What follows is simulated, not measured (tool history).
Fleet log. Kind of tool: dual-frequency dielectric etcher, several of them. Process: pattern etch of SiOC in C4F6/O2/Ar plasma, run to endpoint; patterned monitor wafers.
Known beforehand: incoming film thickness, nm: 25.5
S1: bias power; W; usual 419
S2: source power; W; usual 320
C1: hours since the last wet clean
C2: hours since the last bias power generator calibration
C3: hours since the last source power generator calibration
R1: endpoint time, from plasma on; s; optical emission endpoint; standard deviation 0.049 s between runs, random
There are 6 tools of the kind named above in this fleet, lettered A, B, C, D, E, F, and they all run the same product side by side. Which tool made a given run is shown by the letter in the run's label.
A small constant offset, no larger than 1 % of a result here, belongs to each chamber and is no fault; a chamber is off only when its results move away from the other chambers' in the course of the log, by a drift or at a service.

{"run": "1D", "day": 0.112, "S1": 419, "S2": 320, "C1": 512.5, "C2": 742.6, "C3": 4794.1, "R1": 9.9435}
{"run": "2F", "day": 0.246, "S1": 419, "S2": 320, "C1": 626.4, "C2": 524.7, "C3": 3298.0, "R1": 9.9318}
{"run": "3A", "day": 0.388, "S1": 419, "S2": 320, "C1": 21.5, "C2": 3382.5, "C3": 458.1, "R1": 9.9889}
{"run": "4E", "day": 0.521, "S1": 419, "S2": 320, "C1": 336.1, "C2": 663.1, "C3": 2940.3, "R1": 9.8582}
{"run": "5B", "day": 0.629, "S1": 459, "S2": 320, "C1": 381.7, "C2": 459.2, "C3": 404.3, "R1": 9.4565}
{"run": "6C", "day": 0.812, "S1": 459, "S2": 320, "C1": 264.7, "C2": 2682.6, "C3": 2665.9, "R1": 9.6125}
{"run": "7F", "day": 0.917, "S1": 459, "S2": 320, "C1": 642.5, "C2": 540.8, "C3": 3314.1, "R1": 9.5813}
{"run": "8A", "day": 1.004, "S1": 459, "S2": 320, "C1": 36.3, "C2": 3397.3, "C3": 472.9, "R1": 9.5811}
{"run": "9B", "day": 1.138, "S1": 459, "S2": 320, "C1": 393.9, "C2": 471.4, "C3": 416.5, "R1": 9.6262}
{"run": "10E", "day": 1.271, "S1": 459, "S2": 320, "C1": 354.1, "C2": 681.1, "C3": 2958.3, "R1": 9.5228}
{"run": "11C", "day": 1.375, "S1": 419, "S2": 320, "C1": 278.2, "C2": 2696.1, "C3": 2679.4, "R1": 9.9459}
{"run": "12D", "day": 1.554, "S1": 419, "S2": 320, "C1": 547.1, "C2": 777.2, "C3": 4828.7, "R1": 10.047}
{"run": "13C", "day": 1.642, "S1": 419, "S2": 320, "C1": 284.6, "C2": 2702.5, "C3": 2685.8, "R1": 9.895}
{"day": 1.704, "done": "chamber F: wet clean of the chamber"}
{"day": 1.796, "done": "chamber D: wet clean of the chamber"}
{"run": "14E", "day": 1.812, "S1": 419, "S2": 320, "C1": 367.1, "C2": 694.1, "C3": 2971.3, "R1": 9.8769}
{"run": "15A", "day": 1.979, "S1": 419, "S2": 320, "C1": 59.7, "C2": 3420.7, "C3": 496.3, "R1": 10.069}
{"run": "16B", "day": 2.162, "S1": 419, "S2": 320, "C1": 418.5, "C2": 496.0, "C3": 441.1, "R1": 9.9035}
{"run": "17F", "day": 2.325, "S1": 419, "S2": 320, "C1": 15.0, "C2": 574.6, "C3": 3347.9, "R1": 9.9623}
{"run": "18D", "day": 2.508, "S1": 419, "S2": 320, "C1": 17.1, "C2": 800.1, "C3": 4851.6, "R1": 9.92}
{"run": "19D", "day": 2.6, "S1": 419, "S2": 320, "C1": 19.3, "C2": 802.3, "C3": 4853.8, "R1": 9.9804}
{"run": "20F", "day": 2.767, "S1": 419, "S2": 320, "C1": 25.6, "C2": 585.2, "C3": 3358.5, "R1": 9.9182}
{"run": "21A", "day": 2.929, "S1": 419, "S2": 320, "C1": 82.5, "C2": 3443.5, "C3": 519.1, "R1": 9.8671}
{"run": "22C", "day": 3.033, "S1": 419, "S2": 320, "C1": 318.0, "C2": 2735.9, "C3": 2719.2, "R1": 10.041}
{"run": "23E", "day": 3.221, "S1": 321, "S2": 250, "C1": 400.9, "C2": 727.9, "C3": 3005.1, "R1": 11.942}
{"run": "24B", "day": 3.4, "S1": 321, "S2": 250, "C1": 448.2, "C2": 525.7, "C3": 470.8, "R1": 11.92}
{"run": "25E", "day": 3.554, "S1": 321, "S2": 250, "C1": 408.9, "C2": 735.9, "C3": 3013.1, "R1": 11.916}
{"run": "26F", "day": 3.696, "S1": 321, "S2": 250, "C1": 47.9, "C2": 607.5, "C3": 3380.8, "R1": 11.93}
{"run": "27C", "day": 3.842, "S1": 321, "S2": 250, "C1": 337.4, "C2": 2755.3, "C3": 2738.6, "R1": 12.19}
{"run": "28A", "day": 3.996, "S1": 321, "S2": 250, "C1": 108.1, "C2": 3469.1, "C3": 544.7, "R1": 11.976}
{"run": "29B", "day": 4.154, "S1": 419, "S2": 320, "C1": 466.3, "C2": 543.8, "C3": 488.9, "R1": 9.9009}
{"day": 4.175, "done": "chamber B: wet clean of the chamber"}
{"run": "30D", "day": 4.325, "S1": 419, "S2": 320, "C1": 60.7, "C2": 843.7, "C3": 4895.2, "R1": 9.9629}
{"run": "31E", "day": 4.467, "S1": 419, "S2": 320, "C1": 430.8, "C2": 757.8, "C3": 3035.0, "R1": 9.9661}
{"run": "32F", "day": 4.65, "S1": 484, "S2": 290, "C1": 70.8, "C2": 630.4, "C3": 3403.7, "R1": 9.7407}
{"run": "33A", "day": 4.779, "S1": 484, "S2": 290, "C1": 126.9, "C2": 3487.9, "C3": 563.5, "R1": 9.8755}
{"run": "34B", "day": 4.912, "S1": 484, "S2": 290, "C1": 17.7, "C2": 562.0, "C3": 507.1, "R1": 9.7285}
{"run": "35D", "day": 5.025, "S1": 484, "S2": 290, "C1": 77.5, "C2": 860.5, "C3": 4912.0, "R1": 9.806}
{"run": "36C", "day": 5.192, "S1": 484, "S2": 290, "C1": 369.8, "C2": 2787.7, "C3": 2771.0, "R1": 10.247}

Is one chamber off against the others, does the gauge drift, or is nothing wrong? If a chamber is off, say which, and what the likeliest cause is.

It is chamber C that slowly wanders off from its peers.
What lies behind it: etch rate under this chamber's usual, % = 4.57.

Here are 4 candidates for chamber C's next run, each the usual settings with a change, their results left as question marks. Which one brings its results back in line with what the others give on the usual settings?
Maximum distance from the other chambers' mean on the usual settings for a result to count as in line: R1 0.1700 s
{"run": "37C-1", "day": 5.338, "S1": 391, "S2": 300, "R1": "?"}
{"run": "37C-2", "day": 5.338, "S1": 411, "S2": 310, "R1": "?"}
{"run": "37C-3", "day": 5.338, "S1": 419, "S2": 330, "R1": "?"}
{"run": "37C-4", "day": 5.338, "S1": 419, "S2": 360, "R1": "?"}

The mean the other chambers reach with the usual settings: R1 9.9283 s
run=37C-1 R1=10.9250
run=37C-2 R1=10.5990
run=37C-3 R1=10.2840
run=37C-4 R1=9.9557
37C-4 puts the chamber back in line with the other chambers.
